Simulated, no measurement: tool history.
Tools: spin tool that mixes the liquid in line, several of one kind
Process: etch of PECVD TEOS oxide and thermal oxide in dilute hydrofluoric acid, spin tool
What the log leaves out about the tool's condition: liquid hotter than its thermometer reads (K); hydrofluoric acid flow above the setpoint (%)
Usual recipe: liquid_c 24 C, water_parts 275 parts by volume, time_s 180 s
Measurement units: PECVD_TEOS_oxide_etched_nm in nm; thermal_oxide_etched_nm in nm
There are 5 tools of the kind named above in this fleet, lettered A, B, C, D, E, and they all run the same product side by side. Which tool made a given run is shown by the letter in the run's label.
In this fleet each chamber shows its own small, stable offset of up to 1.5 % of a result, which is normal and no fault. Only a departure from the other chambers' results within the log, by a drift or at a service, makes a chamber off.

run,day,liquid_c,water_parts,time_s,hours since the thermometer was replaced,hours since the hydrofluoric acid flow meter was replaced,"read-back film thickness of the PECVD TEOS oxide reference wafer, read on the same gauge (nm)","read-back film thickness of the thermal oxide reference wafer, read on the same gauge (nm)",PECVD_TEOS_oxide_etched_nm,thermal_oxide_etched_nm
1C,0.412,24,275,180,260,1166.4,30.019,99.98,5.0716,2.5108
2B,0.704,24,275,180,1297.7,874.7,30.018,99.988,5.0253,2.473
3A,1.162,24,275,180,845.8,1295.7,29.982,99.966,4.9993,2.5632
4D,1.567,24,275,180,109.3,876.3,30.008,99.997,4.9759,2.5105
5E,1.896,24,275,100,359.6,1341.9,30.004,99.994,2.8024,1.3636
6C,2.121,24,275,100,301,1207.4,30.015,99.998,2.8114,1.396
7B,2.496,24,275,100,1340.7,917.7,29.99,99.989,2.7921,1.3976
8D,2.812,24,275,100,139.2,906.2,29.991,100,2.7394,1.4244
9A,3.246,24,275,100,895.8,1345.7,29.988,99.986,2.8163,1.3972
10E,3.567,24,275,180,399.7,1382,30.001,99.995,5.0925,2.5225
# day 3.625: chamber B: thermometer replaced
11A,3.95,24,275,180,912.7,1362.6,30.004,100.02,5.0919,2.506
12B,4.283,24,145,125,15.8,960.6,29.979,99.997,7.6786,3.7456
13C,4.738,24,145,125,363.8,1270.2,30,99.949,7.8114,3.8578
14E,4.946,24,145,125,432.8,1415.1,29.989,100,7.5753,3.6981
15D,5.292,24,145,125,198.7,965.7,30.011,100.01,7.6829,3.9068
16B,5.617,24,145,125,47.8,992.6,29.992,100.01,7.7199,3.7704
17D,5.829,24,190,180,211.6,978.6,29.995,100,7.9507,4.0435
18C,6.033,24,190,180,394.9,1301.3,30.015,99.987,8.0237,4.0601
19E,6.25,24,190,180,464.1,1446.4,29.991,99.959,7.9943,3.9093
20A,6.45,24,190,180,972.7,1422.6,30.002,100.01,8.06,3.9163
21A,6.733,24,190,180,979.5,1429.4,29.996,100,8.0129,3.9746
22B,7.083,24,275,180,83,1027.8,30.003,99.991,5.0349,2.5272
23E,7.329,24,275,180,490,1472.3,30.009,99.97,5.0782,2.5129
24D,7.562,24,275,180,253.2,1020.2,29.993,99.98,5.0278,2.5625
25C,7.962,24,275,180,441.2,1347.6,29.999,99.989,5.0474,2.4813
26C,8.258,24,275,180,448.3,1354.7,30.007,99.997,5.0599,2.4686
27B,8.508,24,275,180,117.2,1062,30.007,100,5.0508,2.4878
28A,8.742,24,275,180,1027.7,1477.6,29.997,100.05,5.1325,2.5432
29E,9.162,24,275,180,534,1516.3,30.007,100,5.0161,2.4637
30D,9.371,24,275,180,296.6,1063.6,29.997,99.994,4.9773,2.5142
31C,9.642,24,275,180,481.5,1387.9,29.995,100,5.0462,2.5453
32D,9.962,24,275,180,310.8,1077.8,29.999,99.998,4.9958,2.5289
# day 10.367: chamber E: hydrofluoric acid flow meter replaced
33A,10.367,24,275,180,1066.7,1516.6,29.997,99.967,5.0696,2.4971
34E,10.75,24,275,180,572.1,9.2,29.997,100,5.0749,2.4684
35B,11.079,24,275,180,178.9,1123.7,30.004,99.996,4.9998,2.5177
36C,11.475,24,275,180,525.5,1431.9,30.024,100.02,5.0207,2.5945
37E,11.808,24,275,180,597.5,34.6,30.019,99.998,5.0817,2.4757
38B,12.212,24,275,180,206.1,1150.9,29.997,100.01,5.061,2.4626
39D,12.604,24,275,180,374.2,1141.2,29.995,100.03,4.9528,2.5382

Has any chamber moved away from the others, gradually or after a service, or does the common gauge drift, or do the chambers differ only by their own small steady offsets? State the chamber and the most likely cause if one applies.

The fleet is healthy, with each chamber sitting at its usual small offset and no drift in the gauge.
